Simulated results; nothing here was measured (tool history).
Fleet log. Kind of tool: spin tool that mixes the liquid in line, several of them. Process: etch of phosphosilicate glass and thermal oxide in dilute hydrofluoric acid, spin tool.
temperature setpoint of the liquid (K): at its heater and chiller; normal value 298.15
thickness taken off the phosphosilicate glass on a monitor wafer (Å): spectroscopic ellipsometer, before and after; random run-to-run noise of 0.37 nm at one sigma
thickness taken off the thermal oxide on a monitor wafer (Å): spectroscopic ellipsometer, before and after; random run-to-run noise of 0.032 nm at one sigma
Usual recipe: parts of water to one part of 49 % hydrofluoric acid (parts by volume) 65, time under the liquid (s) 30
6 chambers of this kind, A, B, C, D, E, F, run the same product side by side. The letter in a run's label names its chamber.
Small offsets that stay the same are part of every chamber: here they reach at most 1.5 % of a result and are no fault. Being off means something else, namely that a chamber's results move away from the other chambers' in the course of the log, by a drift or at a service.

| run | hour | temperature setpoint of the liquid (K) | parts of water to one part of 49 % hydrofluoric acid (parts by volume) | time under the liquid (s) | read-back film thickness of the phosphosilicate glass reference wafer, read on the same gauge (nm) | read-back film thickness of the thermal oxide reference wafer, read on the same gauge (nm) | thickness taken off the phosphosilicate glass on a monitor wafer (Å) | thickness taken off the thermal oxide on a monitor wafer (Å) |
|---|---|---|---|---|---|---|---|---|
| 1D | 4.4 | 298.15 | 65 | 30 | 49.999 | 29.965 | 618.45 | 23.282 |
| 2C | 8.8 | 298.15 | 65 | 30 | 49.995 | 30.008 | 609.78 | 23.043 |
| 3A | 11.8 | 298.15 | 65 | 30 | 49.982 | 30.061 | 613.34 | 23.196 |
| 4E | 14.5 | 298.15 | 65 | 30 | 49.998 | 30.014 | 613.2 | 22.975 |
| 5F | 18 | 298.15 | 65 | 30 | 50.027 | 30.004 | 611.49 | 22.772 |
| 6B | 22.5 | 298.15 | 65 | 30 | 50.021 | 30.052 | 614.43 | 23.332 |
| 7A | 27.3 | 298.15 | 65 | 30 | 49.975 | 30 | 614.1 | 23.272 |
| 8D | 29.9 | 298.15 | 65 | 30 | 50.01 | 30.029 | 619.82 | 22.522 |
| 9F | 34.2 | 298.15 | 65 | 30 | 49.995 | 30.029 | 617.61 | 22.897 |
|  | 36.5 | chamber D: thermometer replaced |
| 10E | 38.7 | 298.15 | 65 | 30 | 49.998 | 29.99 | 611.47 | 22.787 |
| 11C | 43.2 | 298.15 | 65 | 30 | 49.982 | 30.021 | 611.04 | 23.406 |
| 12B | 45.6 | 298.15 | 65 | 30 | 49.997 | 30.024 | 616.54 | 22.341 |
| 13A | 50 | 298.15 | 65 | 30 | 49.995 | 29.996 | 610.93 | 23.15 |
| 14B | 55.1 | 298.15 | 65 | 30 | 50.011 | 30.011 | 617.67 | 23.052 |
| 15F | 59.8 | 298.15 | 65 | 30 | 50.012 | 29.983 | 614.85 | 23.479 |
| 16D | 63.7 | 298.15 | 65 | 30 | 49.989 | 30.01 | 614.55 | 23.3 |
| 17E | 67.9 | 298.15 | 65 | 30 | 50.016 | 29.984 | 608.58 | 22.642 |
| 18C | 72.4 | 298.15 | 65 | 30 | 50.007 | 30.044 | 607.85 | 23.191 |
| 19B | 75.6 | 298.15 | 65 | 30 | 50.002 | 30.004 | 614.13 | 23.012 |
| 20D | 77.9 | 298.15 | 65 | 30 | 50.008 | 29.998 | 610.23 | 23.299 |
| 21E | 81.1 | 298.15 | 65 | 30 | 49.977 | 29.982 | 609.73 | 22.88 |
| 22A | 86.3 | 298.15 | 65 | 30 | 50.009 | 30 | 616.82 | 22.921 |
| 23F | 90.7 | 298.15 | 65 | 30 | 50.023 | 29.999 | 617.96 | 23.546 |
| 24C | 95.2 | 298.15 | 65 | 30 | 50.01 | 29.97 | 606.78 | 22.681 |
| 25E | 100.2 | 301.15 | 65 | 15 | 50.012 | 29.985 | 345.06 | 12.851 |
| 26A | 105.2 | 301.15 | 65 | 15 | 49.995 | 30.009 | 345.23 | 12.916 |
| 27C | 108 | 301.15 | 65 | 15 | 50.039 | 29.934 | 343.88 | 13.196 |
| 28F | 112.7 | 301.15 | 65 | 15 | 50.006 | 29.995 | 346.72 | 13.099 |
| 29D | 116.9 | 301.15 | 65 | 15 | 49.997 | 30.002 | 347.79 | 13.047 |
| 30B | 119.3 | 301.15 | 65 | 15 | 50.004 | 29.992 | 339.77 | 12.945 |
| 31D | 124.3 | 298.15 | 65 | 30 | 50.004 | 30.015 | 611.48 | 23.475 |
| 32B | 128.5 | 298.15 | 65 | 30 | 50.014 | 30.035 | 608.21 | 22.261 |
| 33A | 131.5 | 298.15 | 65 | 30 | 50.005 | 30.016 | 612.19 | 22.829 |
| 34F | 135.4 | 298.15 | 65 | 30 | 49.981 | 29.998 | 617.63 | 22.955 |
| 35C | 138.6 | 298.15 | 65 | 30 | 49.991 | 29.989 | 608.45 | 22.553 |
| 36E | 143 | 298.15 | 65 | 30 | 50.015 | 30.027 | 619.8 | 23.478 |

Read the log: is a single chamber off, either drifting away or since a service, is the gauge that measures every chamber drifting, or is nothing wrong beyond small per-chamber offsets? Name any odd chamber and what most likely caused it.

All chambers stay in line apart from their small fixed offsets, and the gauge does not drift.
